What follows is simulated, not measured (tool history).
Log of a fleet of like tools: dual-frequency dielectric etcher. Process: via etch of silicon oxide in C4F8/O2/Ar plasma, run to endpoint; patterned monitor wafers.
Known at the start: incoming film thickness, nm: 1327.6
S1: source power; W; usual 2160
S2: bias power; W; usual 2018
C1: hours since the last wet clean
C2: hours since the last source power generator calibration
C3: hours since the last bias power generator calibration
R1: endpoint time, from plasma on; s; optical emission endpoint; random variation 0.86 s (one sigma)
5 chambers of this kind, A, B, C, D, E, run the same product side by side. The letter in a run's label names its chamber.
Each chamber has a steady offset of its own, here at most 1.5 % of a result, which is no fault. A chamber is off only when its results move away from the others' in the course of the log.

run	hour	S1	S2	C1	C2	C3	R1
1B	12.6	2160	2018	249.2	1012.9	175.6	247.91
2C	24.9	2160	2018	416.2	1556.4	1988.5	252
3D	37.7	2160	2018	255.1	683.5	870.9	253.08
4E	46.4	2160	2018	219.9	2489.1	3629.7	253.55
5A	62	2160	2018	258.1	2341.8	137	253.26
6C	69.6	1780	1629	460.9	1601.1	2033.2	291.3
7E	83.4	1780	1629	256.9	2526.1	3666.7	291.58
# hour 84.8: chamber C: wet clean of the chamber
8B	93.7	1780	1629	330.3	1094	256.7	288.96
9A	108.5	1780	1629	304.6	2388.3	183.5	292.54
10D	117.5	1780	1629	334.9	763.3	950.7	290.85
11B	128.2	2160	2018	364.8	1128.5	291.2	249.24
12D	136.6	2160	2018	354	782.4	969.8	253.99
13A	152.6	2160	2018	348.7	2432.4	227.6	253.75
14C	166	2160	2018	81.2	1697.5	2129.6	251.86
15E	179.7	2160	2018	353.2	2622.4	3763	253.47
16E	193.5	2160	2018	367	2636.2	3776.8	255.01
# hour 194.9: chamber A: wet clean of the chamber
17A	207.2	2160	2018	12.3	2487	282.2	254.13
18C	221.3	2160	2018	136.5	1752.8	2184.9	254.49
19B	232.9	2160	2018	469.5	1233.2	395.9	250.57
20D	244	2160	2018	461.4	889.8	1077.2	249.76
21C	255	2160	2018	170.2	1786.5	2218.6	252.66
22D	270.9	2160	2018	488.3	916.7	1104.1	251.4
23A	280.9	2160	2018	86	2560.7	355.9	253.93
24E	294.5	2160	2018	468	2737.2	3877.8	254.26
25B	305.8	2570	2237	542.4	1306.1	468.8	227.65
26E	319.1	2570	2237	492.6	2761.8	3902.4	229.47
27C	327	2570	2237	242.2	1858.5	2290.6	229.3
28B	342.8	2570	2237	579.4	1343.1	505.8	227.15
29A	358.8	2570	2237	163.9	2638.6	433.8	230.67
30D	372.5	2160	2018	589.9	1018.3	1205.7	251.23
31A	383.5	2160	2349	188.6	2663.3	458.5	242.69
32B	394.8	2160	2349	631.4	1395.1	557.8	240.62
# hour 396.7: chamber E: wet clean of the chamber
33E	403	2160	2349	6.3	2845.7	3986.3	242.3
# hour 406.7: chamber D: wet clean of the chamber
34C	418.6	2160	2349	333.8	1950.1	2382.2	242.17
# hour 419.2: chamber B: wet clean of the chamber
35D	427.2	2160	2349	20.5	1073	1260.4	239.28
36D	439.2	2160	2018	32.5	1085	1272.4	249.19
37C	453.6	2160	2018	368.8	1985.1	2417.2	252.21
38B	470	2160	2018	50.9	1470.3	633	249.97
39E	485.3	2160	2018	88.6	2928	4068.6	254.47

What goes on in this fleet: one chamber off, a drifting gauge, or nothing beyond the chambers' own small offsets? Name the chamber and the cause, if any.

Chamber D drifts away from the others.
Cause: source power that arrives over what is set, % = 5.15.

Here are 4 candidates for chamber D's next run, each the usual settings with a change, their results left as question marks. Which one brings its results back in line with what the others give on the usual settings?
In line means no further than this from the other chambers' mean on the usual settings: R1 3 s
40D-1	497.2	2300	2112				?
40D-2	497.2	2160	1896				?
40D-3	497.2	2220	2060				?
40D-4	497.2	2020	1924				?

The other chambers' mean on the usual settings: R1 252.73 s
run	R1
40D-1	238.79
40D-2	252.48
40D-3	243.9
40D-4	258.18
40D-2 brings the chamber back in line.
